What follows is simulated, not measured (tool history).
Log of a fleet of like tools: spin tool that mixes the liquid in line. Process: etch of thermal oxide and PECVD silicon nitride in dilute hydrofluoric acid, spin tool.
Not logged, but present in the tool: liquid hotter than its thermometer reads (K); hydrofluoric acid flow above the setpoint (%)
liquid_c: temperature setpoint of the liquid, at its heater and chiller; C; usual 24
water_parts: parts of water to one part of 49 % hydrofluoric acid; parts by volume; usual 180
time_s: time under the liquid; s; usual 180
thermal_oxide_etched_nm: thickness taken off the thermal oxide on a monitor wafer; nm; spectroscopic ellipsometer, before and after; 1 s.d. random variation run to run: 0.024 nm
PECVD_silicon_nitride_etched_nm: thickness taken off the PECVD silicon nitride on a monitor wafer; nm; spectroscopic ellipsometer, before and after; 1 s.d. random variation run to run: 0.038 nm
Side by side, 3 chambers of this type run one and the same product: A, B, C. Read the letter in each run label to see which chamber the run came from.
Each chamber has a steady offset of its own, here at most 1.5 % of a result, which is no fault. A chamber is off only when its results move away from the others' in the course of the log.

| run | day | liquid_c | water_parts | time_s | hours since the thermometer was replaced | hours since the hydrofluoric acid flow meter was replaced | read-back film thickness of the thermal oxide reference wafer, read on the same gauge (nm) | read-back film thickness of the PECVD silicon nitride reference wafer, read on the same gauge (nm) | thermal_oxide_etched_nm | PECVD_silicon_nitride_etched_nm |
|---|---|---|---|---|---|---|---|---|---|---|
| 1A | 0.325 | 24 | 180 | 180 | 978.8 | 1850.4 | 40.028 | 109.98 | 4.2126 | 2.12390 |
| 2C | 0.650 | 24 | 180 | 180 | 1129.5 | 1983.3 | 39.996 | 109.96 | 4.2146 | 2.16970 |
| 3B | 0.817 | 24 | 180 | 180 | 1047.5 | 159.7 | 40.043 | 110.01 | 4.3148 | 2.14850 |
| 4C | 1.071 | 24 | 180 | 180 | 1139.6 | 1993.4 | 40.046 | 109.99 | 4.2583 | 2.17440 |
| 5B | 1.400 | 24 | 180 | 180 | 1061.5 | 173.7 | 40.004 | 110.02 | 4.2813 | 2.11420 |
| 6A | 1.696 | 24 | 180 | 180 | 1011.7 | 1883.3 | 40.015 | 110.00 | 4.2539 | 2.13070 |
| 7B | 1.908 | 24 | 180 | 180 | 1073.7 | 185.9 | 39.986 | 110.02 | 4.2863 | 2.13150 |
| 8C | 2.108 | 24 | 180 | 180 | 1164.5 | 2018.3 | 39.999 | 109.99 | 4.2014 | 2.09270 |
| 9A | 2.262 | 24 | 180 | 180 | 1025.3 | 1896.9 | 39.980 | 110.02 | 4.2940 | 2.11900 |
| 10C | 2.529 | 24 | 180 | 180 | 1174.6 | 2028.4 | 40.025 | 109.99 | 4.2002 | 2.20000 |
|  | 2.658 | chamber A: hydrofluoric acid flow meter replaced |
| 11A | 2.829 | 24 | 180 | 180 | 1038.9 | 4.1 | 40.015 | 109.99 | 4.2525 | 2.08900 |
| 12B | 3.125 | 24 | 180 | 180 | 1102.9 | 215.1 | 39.992 | 109.98 | 4.2965 | 2.10080 |
| 13B | 3.333 | 24 | 180 | 180 | 1107.9 | 220.1 | 40.010 | 110.02 | 4.3418 | 2.15910 |
| 14C | 3.538 | 24 | 180 | 180 | 1198.8 | 2052.6 | 39.993 | 109.98 | 4.2246 | 2.20490 |
| 15A | 3.696 | 24 | 180 | 180 | 1059.7 | 24.9 | 39.982 | 110.00 | 4.2517 | 2.10960 |
| 16B | 3.946 | 24 | 180 | 180 | 1122.6 | 234.8 | 40.003 | 109.99 | 4.3016 | 2.13120 |
| 17A | 4.096 | 24 | 180 | 240 | 1069.3 | 34.5 | 40.018 | 110.04 | 5.6754 | 2.88020 |
| 18C | 4.304 | 24 | 180 | 240 | 1217.2 | 2071.0 | 39.998 | 110.03 | 5.5874 | 2.79230 |
| 19B | 4.592 | 24 | 180 | 240 | 1138.1 | 250.3 | 40.001 | 110.01 | 5.7217 | 2.84680 |
| 20C | 4.825 | 24 | 180 | 180 | 1229.7 | 2083.5 | 39.971 | 109.96 | 4.2525 | 2.12100 |
| 21A | 4.971 | 24 | 180 | 180 | 1090.3 | 55.5 | 39.990 | 109.96 | 4.2578 | 2.20410 |
| 22C | 5.296 | 24 | 180 | 180 | 1241.0 | 2094.8 | 40.015 | 110.05 | 4.1866 | 2.18550 |
| 23B | 5.550 | 24 | 180 | 180 | 1161.1 | 273.3 | 39.977 | 110.02 | 4.2885 | 2.15170 |
| 24A | 5.775 | 24 | 180 | 180 | 1109.6 | 74.8 | 40.005 | 110.03 | 4.2603 | 2.11390 |
| 25B | 6.004 | 24 | 180 | 180 | 1172.0 | 284.2 | 39.992 | 110.01 | 4.2873 | 2.11680 |
| 26A | 6.325 | 24 | 180 | 180 | 1122.8 | 88.0 | 40.004 | 109.97 | 4.2506 | 2.05490 |
| 27C | 6.629 | 24 | 180 | 180 | 1273.0 | 2126.8 | 40.030 | 110.00 | 4.1940 | 2.11090 |
| 28A | 6.858 | 24 | 180 | 180 | 1135.6 | 100.8 | 40.003 | 109.95 | 4.2232 | 2.20480 |
| 29C | 7.079 | 24 | 180 | 180 | 1283.8 | 2137.6 | 40.015 | 109.98 | 4.2410 | 2.15010 |
| 30B | 7.342 | 24 | 180 | 180 | 1204.1 | 316.3 | 40.021 | 110.00 | 4.2771 | 2.14110 |
| 31A | 7.588 | 24 | 180 | 180 | 1153.1 | 118.3 | 40.039 | 109.99 | 4.2486 | 2.12810 |
| 32C | 7.917 | 24 | 180 | 180 | 1303.9 | 2157.7 | 40.025 | 109.97 | 4.1920 | 2.12470 |
| 33B | 8.150 | 24 | 180 | 180 | 1223.5 | 335.7 | 40.008 | 110.02 | 4.2780 | 2.14460 |
| 34A | 8.362 | 24 | 180 | 180 | 1171.7 | 136.9 | 40.018 | 110.00 | 4.2861 | 2.12650 |
| 35B | 8.588 | 24 | 180 | 180 | 1234.0 | 346.2 | 39.994 | 109.98 | 4.3075 | 2.10620 |
| 36C | 8.850 | 24 | 180 | 180 | 1326.3 | 2180.1 | 40.020 | 110.02 | 4.2196 | 2.08610 |
| 37A | 9.104 | 24 | 180 | 180 | 1189.5 | 154.7 | 39.995 | 110.01 | 4.2650 | 2.13670 |
| 38C | 9.300 | 24 | 265 | 85 | 1337.1 | 2190.9 | 40.002 | 109.99 | 1.2450 | 0.68277 |

Each of the 3 chambers runs these same settings next. Fill in every chamber's results:
| 39A | 9.542 | 24 | 180 | 270 |  |  |  |  | ? | ? |
| 39B | 9.542 | 24 | 180 | 270 |  |  |  |  | ? | ? |
| 39C | 9.542 | 24 | 180 | 270 |  |  |  |  | ? | ? |

| run | thermal_oxide_etched_nm | PECVD_silicon_nitride_etched_nm |
|---|---|---|
| 39A | 6.3834 | 3.17030 |
| 39B | 6.4756 | 3.25240 |
| 39C | 6.3357 | 3.10430 |
